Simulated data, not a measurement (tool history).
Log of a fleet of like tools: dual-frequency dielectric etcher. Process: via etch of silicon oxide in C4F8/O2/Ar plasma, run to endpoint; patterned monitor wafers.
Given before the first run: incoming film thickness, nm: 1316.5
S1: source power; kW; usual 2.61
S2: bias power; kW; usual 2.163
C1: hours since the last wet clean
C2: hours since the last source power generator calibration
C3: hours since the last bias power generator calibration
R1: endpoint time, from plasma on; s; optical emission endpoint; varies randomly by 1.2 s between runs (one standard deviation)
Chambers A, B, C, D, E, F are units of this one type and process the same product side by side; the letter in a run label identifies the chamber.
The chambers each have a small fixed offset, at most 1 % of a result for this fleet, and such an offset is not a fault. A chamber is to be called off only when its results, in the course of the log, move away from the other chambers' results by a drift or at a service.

Run 1C, hour 4.6: usual settings; C1 7.5; C2 2190.2; C3 295.2. Result: R1 230.3 s.
Run 2E, hour 8.7: usual settings; C1 442.5; C2 375.1; C3 690. Result: R1 227.99 s.
Run 3F, hour 12.2: usual settings; C1 236.3; C2 3009.6; C3 992.2. Result: R1 228.41 s.
Run 4D, hour 17.3: usual settings; C1 366.2; C2 1236.4; C3 1630.1. Result: R1 229.32 s.
Run 5A, hour 22.1: usual settings; C1 51.2; C2 1799.9; C3 2207.4. Result: R1 228.27 s.
Run 6B, hour 28.5: usual settings; C1 333.7; C2 1890.9; C3 3298.2. Result: R1 228.26 s.
At hour 31.5: chamber D: wet clean of the chamber.
Run 7E, hour 34.2: usual settings; C1 468; C2 400.6; C3 715.5. Result: R1 230.06 s.
Run 8C, hour 37.8: usual settings; C1 40.7; C2 2223.4; C3 328.4. Result: R1 232.03 s.
Run 9A, hour 41.6: usual settings; C1 70.7; C2 1819.4; C3 2226.9. Result: R1 227.04 s.
Run 10D, hour 45.3: usual settings; C1 13.9; C2 1264.4; C3 1658.1. Result: R1 230.82 s.
Run 11F, hour 49.9: usual settings; C1 274; C2 3047.3; C3 1029.9. Result: R1 227.33 s.
Run 12B, hour 55: usual settings; C1 360.2; C2 1917.4; C3 3324.7. Result: R1 228 s.
Run 13A, hour 60.5: usual settings; C1 89.6; C2 1838.3; C3 2245.8. Result: R1 225.68 s.
Run 14C, hour 66.5: usual settings; C1 69.4; C2 2252.1; C3 357.1. Result: R1 231.05 s.
Run 15B, hour 70.9: usual settings; C1 376.1; C2 1933.3; C3 3340.6. Result: R1 227.02 s.
Run 16F, hour 75.2: usual settings; C1 299.3; C2 3072.6; C3 1055.2. Result: R1 228.27 s.
Run 17E, hour 81.5: usual settings; C1 515.3; C2 447.9; C3 762.8. Result: R1 229.58 s.
Run 18D, hour 84.7: usual settings; C1 53.3; C2 1303.8; C3 1697.5. Result: R1 231.22 s.
Run 19B, hour 90.1: usual settings; C1 395.3; C2 1952.5; C3 3359.8. Result: R1 225.94 s.
Run 20C, hour 96.5: usual settings but S1 3.17 kW, S2 2.404 kW; C1 99.4; C2 2282.1; C3 387.1. Result: R1 207.35 s.
Run 21F, hour 100.2: usual settings but S1 3.17 kW, S2 2.404 kW; C1 324.3; C2 3097.6; C3 1080.2. Result: R1 204.29 s.
At hour 103.6: chamber B: bias power generator calibrated.
Run 22A, hour 104.4: usual settings but S1 3.17 kW, S2 2.404 kW; C1 133.5; C2 1882.2; C3 2289.7. Result: R1 204.64 s.
Run 23E, hour 109.9: usual settings but S1 3.17 kW, S2 2.404 kW; C1 543.7; C2 476.3; C3 791.2. Result: R1 206.07 s.
Run 24D, hour 116.3: usual settings but S1 3.17 kW, S2 2.404 kW; C1 84.9; C2 1335.4; C3 1729.1. Result: R1 205.67 s.
Run 25A, hour 122.5: usual settings but S1 3.17 kW, S2 2.404 kW; C1 151.6; C2 1900.3; C3 2307.8. Result: R1 202.55 s.
Run 26F, hour 128.3: usual settings; C1 352.4; C2 3125.7; C3 1108.3. Result: R1 227.33 s.
Run 27E, hour 131.5: usual settings; C1 565.3; C2 497.9; C3 812.8. Result: R1 227.81 s.
Run 28C, hour 137.8: usual settings; C1 140.7; C2 2323.4; C3 428.4. Result: R1 229.51 s.
Run 29B, hour 144.5: usual settings; C1 449.7; C2 2006.9; C3 41. Result: R1 222.07 s.
Run 30D, hour 147.9: usual settings; C1 116.5; C2 1367; C3 1760.7. Result: R1 229.99 s.
Run 31E, hour 151.6: usual settings; C1 585.4; C2 518; C3 832.9. Result: R1 229.29 s.
Run 32F, hour 157.2: usual settings; C1 381.3; C2 3154.6; C3 1137.2. Result: R1 230.01 s.
Run 33B, hour 162.9: usual settings; C1 468.1; C2 2025.3; C3 59.4. Result: R1 222.72 s.
Run 34A, hour 166.2: usual settings; C1 195.3; C2 1944; C3 2351.5. Result: R1 226.59 s.
Run 35C, hour 170.8: usual settings; C1 173.7; C2 2356.4; C3 461.4. Result: R1 231.89 s.
Run 36D, hour 174.3: usual settings; C1 142.9; C2 1393.4; C3 1787.1. Result: R1 230.34 s.

Does one chamber stand apart from the rest, does the shared gauge drift, or is all well apart from small per-chamber offsets? Give the chamber and the most likely cause, where there is one.

It is chamber B that slowly wanders off from its peers.
Likeliest cause: etch rate over this chamber's usual, % = 3.28.

Below are 4 candidate recipes for chamber B's next run, each the usual settings with a change, their results shown as question marks. Which of them brings B's results back in line with what the other chambers give on the usual settings?
In-line tolerance around the mean of the other chambers on the usual settings: R1 4.1 s
Run 37B-1, hour 179.1: usual settings but S1 2.91 kW, S2 2.342 kW. Result: R1 ?.
Run 37B-2, hour 179.1: usual settings but S1 2.37 kW. Result: R1 ?.
Run 37B-3, hour 179.1: usual settings but S1 2.77 kW, S2 2.256 kW. Result: R1 ?.
Run 37B-4, hour 179.1: usual settings but S1 2.16 kW. Result: R1 ?.

Mean of the other chambers on the usual settings: R1 228.71 s
  run      R1
37B-1  206.25
37B-2  229.29
37B-3  212.69
37B-4  238.03
With 37B-2, the chamber falls back in line with the rest.
